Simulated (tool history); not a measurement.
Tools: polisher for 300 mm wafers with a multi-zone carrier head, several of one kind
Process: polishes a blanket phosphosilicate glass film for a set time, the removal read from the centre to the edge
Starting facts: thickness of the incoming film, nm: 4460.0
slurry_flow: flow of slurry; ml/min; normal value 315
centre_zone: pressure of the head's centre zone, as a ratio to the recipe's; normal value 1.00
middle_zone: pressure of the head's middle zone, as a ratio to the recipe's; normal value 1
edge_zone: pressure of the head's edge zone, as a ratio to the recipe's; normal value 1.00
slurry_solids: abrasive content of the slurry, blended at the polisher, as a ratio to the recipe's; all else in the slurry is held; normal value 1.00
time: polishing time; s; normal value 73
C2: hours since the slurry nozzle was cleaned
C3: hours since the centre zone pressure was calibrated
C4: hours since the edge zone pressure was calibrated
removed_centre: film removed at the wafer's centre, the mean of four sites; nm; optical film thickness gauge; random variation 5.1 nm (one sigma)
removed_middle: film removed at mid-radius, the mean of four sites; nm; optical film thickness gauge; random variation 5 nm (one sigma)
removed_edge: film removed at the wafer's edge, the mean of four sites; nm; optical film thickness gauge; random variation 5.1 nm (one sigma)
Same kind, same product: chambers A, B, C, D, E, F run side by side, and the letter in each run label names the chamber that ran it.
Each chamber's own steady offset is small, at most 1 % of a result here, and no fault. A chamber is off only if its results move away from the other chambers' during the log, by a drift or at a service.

Run 1A, hour 4.7: usual settings; wafers polished on this pad 143; C2 349.0; C3 420.2; C4 1303.5. Result: removed_centre 578.10 nm, removed_middle 568.96 nm, removed_edge 570.11 nm.
Run 2C, hour 11.5: usual settings; wafers polished on this pad 658; C2 98.8; C3 321.8; C4 276.2. Result: removed_centre 572.17 nm, removed_middle 568.20 nm, removed_edge 569.98 nm.
At hour 16.9: chamber A: edge zone pressure recalibrated.
Run 3D, hour 17.7: usual settings; wafers polished on this pad 321; C2 65.8; C3 873.4; C4 676.5. Result: removed_centre 568.28 nm, removed_middle 578.72 nm, removed_edge 582.38 nm.
At hour 22.7: chamber F: worn pad replaced by a new one.
Run 4F, hour 24.5: usual settings; wafers polished on this pad 13; C2 136.0; C3 113.7; C4 286.9. Result: removed_centre 583.41 nm, removed_middle 561.55 nm, removed_edge 582.29 nm.
Run 5E, hour 30.0: usual settings but slurry_solids 0.75; wafers polished on this pad 486; C2 255.1; C3 542.9; C4 862.0. Result: removed_centre 496.42 nm, removed_middle 493.73 nm, removed_edge 494.68 nm.
Run 6B, hour 36.0: usual settings but slurry_solids 0.75; wafers polished on this pad 663; C2 435.6; C3 652.2; C4 269.5. Result: removed_centre 498.50 nm, removed_middle 499.16 nm, removed_edge 503.73 nm.
At hour 41.9: chamber B: worn pad replaced by a new one.
Run 7D, hour 42.8: usual settings but slurry_solids 0.75; wafers polished on this pad 505; C2 90.9; C3 898.5; C4 701.6. Result: removed_centre 492.70 nm, removed_middle 486.79 nm, removed_edge 496.67 nm.
Run 8C, hour 47.3: usual settings but slurry_solids 0.75; wafers polished on this pad 920; C2 134.6; C3 357.6; C4 312.0. Result: removed_centre 492.62 nm, removed_middle 490.49 nm, removed_edge 495.51 nm.
Run 9F, hour 50.8: usual settings but slurry_solids 0.75; wafers polished on this pad 206; C2 162.3; C3 140.0; C4 313.2. Result: removed_centre 501.87 nm, removed_middle 494.95 nm, removed_edge 495.42 nm.
At hour 54.2: chamber E: worn pad replaced by a new one.
Run 10B, hour 57.0: usual settings but slurry_solids 0.75; wafers polished on this pad 110; C2 456.6; C3 673.2; C4 290.5. Result: removed_centre 494.07 nm, removed_middle 491.60 nm, removed_edge 497.13 nm.
Run 11A, hour 61.6: usual settings; wafers polished on this pad 559; C2 405.9; C3 477.1; C4 44.8. Result: removed_centre 578.97 nm, removed_middle 572.73 nm, removed_edge 576.75 nm.
Run 12E, hour 66.2: usual settings; wafers polished on this pad 88; C2 291.3; C3 579.1; C4 898.2. Result: removed_centre 583.37 nm, removed_middle 566.81 nm, removed_edge 569.67 nm.
At hour 70.8: chamber E: edge zone pressure recalibrated.
At hour 71.2: chamber D: centre zone pressure recalibrated.
Run 13E, hour 73.2: usual settings but slurry_flow 375 ml/min, time 61 s; wafers polished on this pad 139; C2 298.3; C3 586.1; C4 2.4. Result: removed_centre 476.81 nm, removed_middle 475.83 nm, removed_edge 475.00 nm.
Run 14F, hour 78.9: usual settings but slurry_flow 375 ml/min, time 61 s; wafers polished on this pad 412; C2 190.4; C3 168.1; C4 341.3. Result: removed_centre 490.17 nm, removed_middle 484.03 nm, removed_edge 482.83 nm.
Run 15A, hour 84.7: usual settings but slurry_flow 375 ml/min, time 61 s; wafers polished on this pad 728; C2 429.0; C3 500.2; C4 67.9. Result: removed_centre 487.49 nm, removed_middle 483.30 nm, removed_edge 483.69 nm.
Run 16C, hour 88.3: usual settings but slurry_flow 375 ml/min, time 61 s; wafers polished on this pad 1220; C2 175.6; C3 398.6; C4 353.0. Result: removed_centre 489.36 nm, removed_middle 492.26 nm, removed_edge 484.55 nm.
Run 17B, hour 91.3: usual settings but slurry_flow 375 ml/min, time 61 s; wafers polished on this pad 362; C2 490.9; C3 707.5; C4 324.8. Result: removed_centre 475.08 nm, removed_middle 483.47 nm, removed_edge 482.92 nm.
At hour 94.0: chamber A: worn pad replaced by a new one.
Run 18D, hour 94.5: usual settings but slurry_flow 375 ml/min, time 61 s; wafers polished on this pad 884; C2 142.6; C3 23.3; C4 753.3. Result: removed_centre 492.12 nm, removed_middle 471.63 nm, removed_edge 482.97 nm.
Run 19F, hour 98.4: usual settings; wafers polished on this pad 555; C2 209.9; C3 187.6; C4 360.8. Result: removed_centre 575.31 nm, removed_middle 578.20 nm, removed_edge 579.65 nm.
Run 20D, hour 101.8: usual settings but slurry_solids 0.75; wafers polished on this pad 937; C2 149.9; C3 30.6; C4 760.6. Result: removed_centre 492.98 nm, removed_middle 496.59 nm, removed_edge 496.71 nm.
At hour 104.9: chamber A: slurry nozzle cleaned.
Run 21B, hour 105.4: usual settings but slurry_solids 0.75; wafers polished on this pad 465; C2 505.0; C3 721.6; C4 338.9. Result: removed_centre 482.00 nm, removed_middle 487.22 nm, removed_edge 497.97 nm.
Run 22C, hour 109.7: usual settings but slurry_solids 0.75; wafers polished on this pad 1377; C2 197.0; C3 420.0; C4 374.4. Result: removed_centre 493.87 nm, removed_middle 488.96 nm, removed_edge 500.64 nm.
Run 23A, hour 115.8: usual settings but slurry_solids 0.75; wafers polished on this pad 160; C2 11.0; C3 531.3; C4 99.0. Result: removed_centre 495.74 nm, removed_middle 494.32 nm, removed_edge 493.79 nm.
At hour 117.1: chamber C: worn pad replaced by a new one.
Run 24E, hour 121.1: usual settings but slurry_solids 0.75; wafers polished on this pad 490; C2 346.2; C3 634.0; C4 50.3. Result: removed_centre 496.66 nm, removed_middle 501.12 nm, removed_edge 495.09 nm.
At hour 124.1: chamber B: worn pad replaced by a new one.
Run 25E, hour 124.6: usual settings but slurry_solids 0.75; wafers polished on this pad 516; C2 349.7; C3 637.5; C4 53.8. Result: removed_centre 494.67 nm, removed_middle 500.15 nm, removed_edge 492.79 nm.
Run 26C, hour 128.2: usual settings but centre_zone 0.96; wafers polished on this pad 81; C2 215.5; C3 438.5; C4 392.9. Result: removed_centre 549.25 nm, removed_middle 572.45 nm, removed_edge 578.33 nm.
At hour 131.5: chamber D: worn pad replaced by a new one.
Run 27B, hour 135.2: usual settings but centre_zone 0.96; wafers polished on this pad 81; C2 534.8; C3 751.4; C4 368.7. Result: removed_centre 518.83 nm, removed_middle 571.44 nm, removed_edge 571.75 nm.
At hour 139.7: chamber E: worn pad replaced by a new one.
Run 28F, hour 140.5: usual settings but centre_zone 0.96; wafers polished on this pad 863; C2 252.0; C3 229.7; C4 402.9. Result: removed_centre 539.77 nm, removed_middle 574.54 nm, removed_edge 576.64 nm.
Run 29D, hour 144.7: usual settings but centre_zone 0.96; wafers polished on this pad 97; C2 192.8; C3 73.5; C4 803.5. Result: removed_centre 542.25 nm, removed_middle 560.67 nm, removed_edge 582.58 nm.
At hour 148.2: chamber C: slurry nozzle cleaned.
Run 30A, hour 150.5: usual settings but centre_zone 0.96; wafers polished on this pad 414; C2 45.7; C3 566.0; C4 133.7. Result: removed_centre 545.39 nm, removed_middle 574.82 nm, removed_edge 564.51 nm.
Run 31A, hour 156.1: usual settings but centre_zone 0.96; wafers polished on this pad 455; C2 51.3; C3 571.6; C4 139.3. Result: removed_centre 545.13 nm, removed_middle 568.12 nm, removed_edge 571.82 nm.
Run 32F, hour 162.9: usual settings; wafers polished on this pad 1027; C2 274.4; C3 252.1; C4 425.3. Result: removed_centre 577.20 nm, removed_middle 565.53 nm, removed_edge 577.21 nm.
Run 33C, hour 167.0: usual settings; wafers polished on this pad 365; C2 18.9; C3 477.3; C4 431.7. Result: removed_centre 572.37 nm, removed_middle 567.50 nm, removed_edge 584.44 nm.
Run 34D, hour 171.5: usual settings; wafers polished on this pad 293; C2 219.6; C3 100.3; C4 830.3. Result: removed_centre 569.30 nm, removed_middle 561.90 nm, removed_edge 578.89 nm.
Run 35B, hour 176.1: usual settings; wafers polished on this pad 381; C2 575.7; C3 792.3; C4 409.6. Result: removed_centre 529.51 nm, removed_middle 572.65 nm, removed_edge 576.90 nm.
Run 36E, hour 180.3: usual settings; wafers polished on this pad 297; C2 405.4; C3 693.2; C4 109.5. Result: removed_centre 571.03 nm, removed_middle 563.71 nm, removed_edge 562.65 nm.
At hour 182.4: chamber D: slurry nozzle cleaned.
Run 37D, hour 184.0: usual settings; wafers polished on this pad 384; C2 1.7; C3 112.8; C4 842.8. Result: removed_centre 572.61 nm, removed_middle 572.91 nm, removed_edge 575.30 nm.
Run 38C, hour 190.2: usual settings; wafers polished on this pad 535; C2 42.1; C3 500.5; C4 454.9. Result: removed_centre 567.39 nm, removed_middle 569.64 nm, removed_edge 587.23 nm.
Run 39E, hour 194.3: usual settings but edge_zone 0.96; wafers polished on this pad 400; C2 419.4; C3 707.2; C4 123.5. Result: removed_centre 572.75 nm, removed_middle 573.73 nm, removed_edge 547.87 nm.

Decide between three cases: one chamber stands off from its peers, the gauge reading all wafers drifts, or nothing is wrong past each chamber's small offset. Where a chamber is off, say which and what most likely put it there.

It is chamber B that slowly wanders off from its peers.
Likeliest cause: centre zone's pressure below its setpoint, % = 6.08.

Which of the 4 candidates below, each the usual settings with something changed and its results left as question marks, puts chamber B back in line with what the other chambers give on the usual settings?
In line means no further than this from the other chambers' mean on the usual settings: removed_centre 18.00 nm; removed_middle 18.00 nm; removed_edge 18.00 nm
Run 40B-1, hour 199.3: usual settings but slurry_flow 310 ml/min, centre_zone 0.94, middle_zone 1.01, edge_zone 1.02, time 72 s. Result: removed_centre ?, removed_middle ?, removed_edge ?.
Run 40B-2, hour 199.3: usual settings but slurry_flow 320 ml/min, centre_zone 1.06, middle_zone 0.99, edge_zone 0.98, time 74 s. Result: removed_centre ?, removed_middle ?, removed_edge ?.
Run 40B-3, hour 199.3: usual settings but centre_zone 0.99, edge_zone 1.01. Result: removed_centre ?, removed_middle ?, removed_edge ?.
Run 40B-4, hour 199.3: usual settings but centre_zone 1.01, edge_zone 0.99. Result: removed_centre ?, removed_middle ?, removed_edge ?.

On the usual settings, the other chambers give on average: removed_centre 571.62 nm; removed_middle 569.99 nm; removed_edge 573.41 nm
  run  removed_centre  removed_middle  removed_edge
40B-1          487.85          564.67        569.84
40B-2          573.89          571.19        575.17
40B-3          524.52          568.04        575.56
40B-4          536.15          567.99        569.63
The answer is 40B-2, which returns the chamber to within the allowed miss of the others.
